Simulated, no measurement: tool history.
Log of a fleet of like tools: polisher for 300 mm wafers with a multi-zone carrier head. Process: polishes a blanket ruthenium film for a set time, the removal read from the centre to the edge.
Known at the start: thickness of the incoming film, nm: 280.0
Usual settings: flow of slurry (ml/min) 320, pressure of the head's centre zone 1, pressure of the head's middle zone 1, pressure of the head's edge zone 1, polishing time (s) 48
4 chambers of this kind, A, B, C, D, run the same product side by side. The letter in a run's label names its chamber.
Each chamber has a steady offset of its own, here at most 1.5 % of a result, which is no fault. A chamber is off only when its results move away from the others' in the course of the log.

run   hour  flow of slurry (ml/min)  pressure of the head's centre zone  pressure of the head's middle zone  pressure of the head's edge zone  polishing time (s)  film removed at the wafer's centre (nm)  film removed at mid-radius (nm)  film removed at the wafer's edge (nm)
 1C    4.5                      320                                   1                                   1                                 1                  48                                   35.053                           35.356                                 35.415
 2A   12.3                      320                                   1                                   1                                 1                  48                                   35.769                           35.794                                 35.618
      15.7  -- chamber D: worn pad replaced by a new one
 3D   18.7                      320                                   1                                   1                                 1                  48                                   35.559                           35.877                                 36.544
 4B   25.4                      320                                   1                                   1                                 1                  48                                   36.539                           36.248                                 35.987
 5D   29.7                      320                                   1                                   1                                 1                  48                                   35.919                           35.801                                 35.615
      30.9  -- chamber B: slurry nozzle cleaned
        31  -- chamber B: worn pad replaced by a new one
 6C   38.2                      320                                   1                                   1                                 1                  48                                   35.345                           36.328                                 36.776
 7B   43.7                      320                                   1                                   1                                 1                  48                                   35.765                           35.331                                  35.74
 8A   48.3                      320                                   1                                   1                                 1                  48                                   35.662                           35.642                                 36.577
 9B   52.3                      320                                   1                                   1                                 1                  48                                   35.259                               36                                 35.611
10A   57.9                      320                                   1                                   1                                 1                  48                                   36.345                           35.514                                 36.724
      61.3  -- chamber C: worn pad replaced by a new one
11C   64.1                      320                                   1                                   1                                 1                  38                                   28.733                            27.83                                 28.741
      72.1  -- chamber A: worn pad replaced by a new one
12D   72.3                      320                                   1                                   1                                 1                  38                                   28.712                           28.454                                 28.215
      76.8  -- chamber A: centre zone pressure recalibrated
13A     79                      320                                   1                                   1                                 1                  38                                   31.073                           28.381                                 27.822
14D   84.3                      320                                   1                                   1                                 1                  38                                   28.512                            28.42                                 27.848
15C   92.7                      320                                   1                                   1                                 1                  48                                   35.097                           35.607                                 35.727
      94.7  -- chamber B: worn pad replaced by a new one
      94.9  -- chamber D: worn pad replaced by a new one
16B   97.7                      320                                   1                                   1                                 1                  48                                   36.696                           35.362                                 36.208
17D  105.8                      320                                   1                                1.11                                 1                  33                                   24.345                           27.653                                 25.151
18C  112.4                      320                                   1                                1.11                                 1                  33                                   24.701                            27.29                                 24.528
19B  118.4                      320                                   1                                1.11                                 1                  33                                   24.706                           27.022                                 24.229
20A  126.8                      320                                   1                                1.11                                 1                  33                                   25.907                           26.886                                  25.01
21D  134.2                      320                                   1                                   1                                 1                  48                                   36.048                           36.455                                 36.436
     138.1  -- chamber B: edge zone pressure recalibrated
     138.1  -- chamber D: centre zone pressure recalibrated
22B  142.1                      320                                   1                                   1                                 1                  48                                   35.741                           35.502                                 36.279
     149.6  -- chamber C: worn pad replaced by a new one
23C  150.1                      320                                   1                                   1                                 1                  48                                   35.274                           35.535                                 35.434
24A  155.8                      320                                   1                                   1                                 1                  48                                    38.36                           35.737                                 35.831
25D  162.2                      320                                   1                                   1                                 1                  48                                   36.177                           36.189                                 36.255
     162.5  -- chamber B: worn pad replaced by a new one
26A  167.7                      320                                   1                                   1                                 1                  48                                   37.204                           35.315                                 35.695
27B  174.9                      320                                   1                                   1                                 1                  48                                   35.881                            34.96                                 36.135
     178.6  -- chamber A: edge zone pressure recalibrated
28C  181.6                      320                                   1                                   1                                 1                  48                                   35.159                           36.322                                 35.747
29A    186                      320                                   1                                   1                                 1                  48                                   38.782                           36.165                                 34.833
30B  192.1                      320                                   1                                   1                                 1                  48                                   36.357                           35.776                                 35.679

All 4 chambers run these settings next. Forecast each chamber's results:
31A  198.3                      320                                   1                                   1                                 1                  48                                        ?                                ?                                      ?
31B  198.3                      320                                   1                                   1                                 1                  48                                        ?                                ?                                      ?
31C  198.3                      320                                   1                                   1                                 1                  48                                        ?                                ?                                      ?
31D  198.3                      320                                   1                                   1                                 1                  48                                        ?                                ?                                      ?

run  film removed at the wafer's centre (nm)  film removed at mid-radius (nm)  film removed at the wafer's edge (nm)
31A                                   37.882                            35.33                                 35.224
31B                                    36.48                           35.537                                 36.921
31C                                   34.931                           36.184                                 36.207
31D                                   35.822                            36.09                                 35.671
